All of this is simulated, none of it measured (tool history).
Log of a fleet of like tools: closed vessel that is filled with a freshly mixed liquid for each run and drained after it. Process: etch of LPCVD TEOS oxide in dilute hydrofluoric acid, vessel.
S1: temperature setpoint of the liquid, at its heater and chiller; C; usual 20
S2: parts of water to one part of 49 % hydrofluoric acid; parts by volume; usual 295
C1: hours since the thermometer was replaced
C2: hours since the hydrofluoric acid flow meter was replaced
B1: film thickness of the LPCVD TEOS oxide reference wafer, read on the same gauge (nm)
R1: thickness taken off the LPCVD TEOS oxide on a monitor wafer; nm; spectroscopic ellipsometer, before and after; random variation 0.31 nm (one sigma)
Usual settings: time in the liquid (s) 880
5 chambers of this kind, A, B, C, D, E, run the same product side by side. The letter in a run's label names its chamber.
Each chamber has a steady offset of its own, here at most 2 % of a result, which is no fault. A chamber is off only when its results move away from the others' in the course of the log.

run 1B hour=2.5 | S1=20 S2=295 time_in_the_liquid_(s)=880 | C1=45.7 C2=1095.6 | B1=29.984 | R1=35.690
run 2E hour=5.6 | S1=20 S2=295 time_in_the_liquid_(s)=880 | C1=1009.3 C2=1434.0 | B1=30.013 | R1=35.514
run 3A hour=8.5 | S1=20 S2=295 time_in_the_liquid_(s)=880 | C1=717.4 C2=1398.9 | B1=30.038 | R1=35.712
run 4D hour=10.7 | S1=20 S2=295 time_in_the_liquid_(s)=880 | C1=1023.1 C2=930.0 | B1=29.972 | R1=34.782
run 5C hour=13.1 | S1=20 S2=295 time_in_the_liquid_(s)=880 | C1=238.2 C2=1390.9 | B1=29.993 | R1=35.018
run 6E hour=15.8 | S1=20 S2=295 time_in_the_liquid_(s)=880 | C1=1019.5 C2=1444.2 | B1=30.014 | R1=35.785
run 7D hour=19.7 | S1=20 S2=295 time_in_the_liquid_(s)=880 | C1=1032.1 C2=939.0 | B1=30.012 | R1=35.249
run 8B hour=23.4 | S1=20 S2=295 time_in_the_liquid_(s)=880 | C1=66.6 C2=1116.5 | B1=30.013 | R1=35.849
run 9C hour=27.1 | S1=20 S2=295 time_in_the_liquid_(s)=880 | C1=252.2 C2=1404.9 | B1=30.003 | R1=34.678
run 10A hour=31.1 | S1=20 S2=295 time_in_the_liquid_(s)=1270 | C1=740.0 C2=1421.5 | B1=29.963 | R1=50.938
run 11A hour=35.7 | S1=20 S2=295 time_in_the_liquid_(s)=1270 | C1=744.6 C2=1426.1 | B1=29.990 | R1=51.109
-- hour=39.6 chamber C: hydrofluoric acid flow meter replaced
run 12B hour=40.6 | S1=20 S2=295 time_in_the_liquid_(s)=1270 | C1=83.8 C2=1133.7 | B1=29.997 | R1=51.710
run 13E hour=45.2 | S1=20 S2=295 time_in_the_liquid_(s)=1270 | C1=1048.9 C2=1473.6 | B1=30.020 | R1=51.639
run 14C hour=49.8 | S1=20 S2=295 time_in_the_liquid_(s)=1270 | C1=274.9 C2=10.3 | B1=29.940 | R1=50.324
run 15D hour=53.4 | S1=18 S2=235 time_in_the_liquid_(s)=880 | C1=1065.8 C2=972.7 | B1=29.956 | R1=43.171
run 16E hour=56.6 | S1=18 S2=235 time_in_the_liquid_(s)=880 | C1=1060.3 C2=1485.0 | B1=29.992 | R1=43.787
run 17B hour=59.9 | S1=18 S2=235 time_in_the_liquid_(s)=880 | C1=103.1 C2=1153.0 | B1=30.004 | R1=44.766
run 18D hour=63.7 | S1=18 S2=235 time_in_the_liquid_(s)=880 | C1=1076.1 C2=983.0 | B1=29.952 | R1=43.286
run 19C hour=67.6 | S1=18 S2=235 time_in_the_liquid_(s)=880 | C1=292.7 C2=28.1 | B1=30.013 | R1=42.685
run 20A hour=70.4 | S1=20 S2=295 time_in_the_liquid_(s)=880 | C1=779.3 C2=1460.8 | B1=29.974 | R1=35.679
run 21E hour=74.3 | S1=20 S2=295 time_in_the_liquid_(s)=880 | C1=1078.0 C2=1502.7 | B1=30.057 | R1=36.217
run 22D hour=76.7 | S1=20 S2=295 time_in_the_liquid_(s)=880 | C1=1089.1 C2=996.0 | B1=29.985 | R1=34.590
run 23A hour=79.2 | S1=20 S2=295 time_in_the_liquid_(s)=880 | C1=788.1 C2=1469.6 | B1=30.023 | R1=35.525
run 24B hour=81.7 | S1=20 S2=295 time_in_the_liquid_(s)=880 | C1=124.9 C2=1174.8 | B1=29.992 | R1=36.485
run 25C hour=85.2 | S1=20 S2=295 time_in_the_liquid_(s)=880 | C1=310.3 C2=45.7 | B1=30.039 | R1=34.794
run 26B hour=89.2 | S1=20 S2=295 time_in_the_liquid_(s)=880 | C1=132.4 C2=1182.3 | B1=30.001 | R1=36.245
run 27C hour=94.0 | S1=20 S2=160 time_in_the_liquid_(s)=440 | C1=319.1 C2=54.5 | B1=29.976 | R1=35.906
run 28D hour=98.4 | S1=20 S2=160 time_in_the_liquid_(s)=440 | C1=1110.8 C2=1017.7 | B1=29.978 | R1=37.399
run 29A hour=102.0 | S1=20 S2=160 time_in_the_liquid_(s)=440 | C1=810.9 C2=1492.4 | B1=30.016 | R1=36.450
run 30E hour=106.3 | S1=20 S2=160 time_in_the_liquid_(s)=440 | C1=1110.0 C2=1534.7 | B1=30.003 | R1=37.520
-- hour=107.0 chamber E: hydrofluoric acid flow meter replaced
run 31A hour=109.4 | S1=20 S2=160 time_in_the_liquid_(s)=440 | C1=818.3 C2=1499.8 | B1=30.010 | R1=36.841
run 32E hour=114.3 | S1=20 S2=295 time_in_the_liquid_(s)=880 | C1=1118.0 C2=7.4 | B1=29.971 | R1=35.691
run 33D hour=117.1 | S1=20 S2=295 time_in_the_liquid_(s)=880 | C1=1129.5 C2=1036.4 | B1=29.989 | R1=34.721
run 34C hour=121.9 | S1=20 S2=295 time_in_the_liquid_(s)=880 | C1=347.0 C2=82.4 | B1=30.028 | R1=34.605

Next, every chamber runs the same settings. What will each give?
run 35A hour=125.5 | S1=20 S2=295 time_in_the_liquid_(s)=880 | R1=?
run 35B hour=125.5 | S1=20 S2=295 time_in_the_liquid_(s)=880 | R1=?
run 35C hour=125.5 | S1=20 S2=295 time_in_the_liquid_(s)=880 | R1=?
run 35D hour=125.5 | S1=20 S2=295 time_in_the_liquid_(s)=880 | R1=?
run 35E hour=125.5 | S1=20 S2=295 time_in_the_liquid_(s)=880 | R1=?

run=35A R1=35.331
run=35B R1=37.239
run=35C R1=35.102
run=35D R1=34.698
run=35E R1=35.546
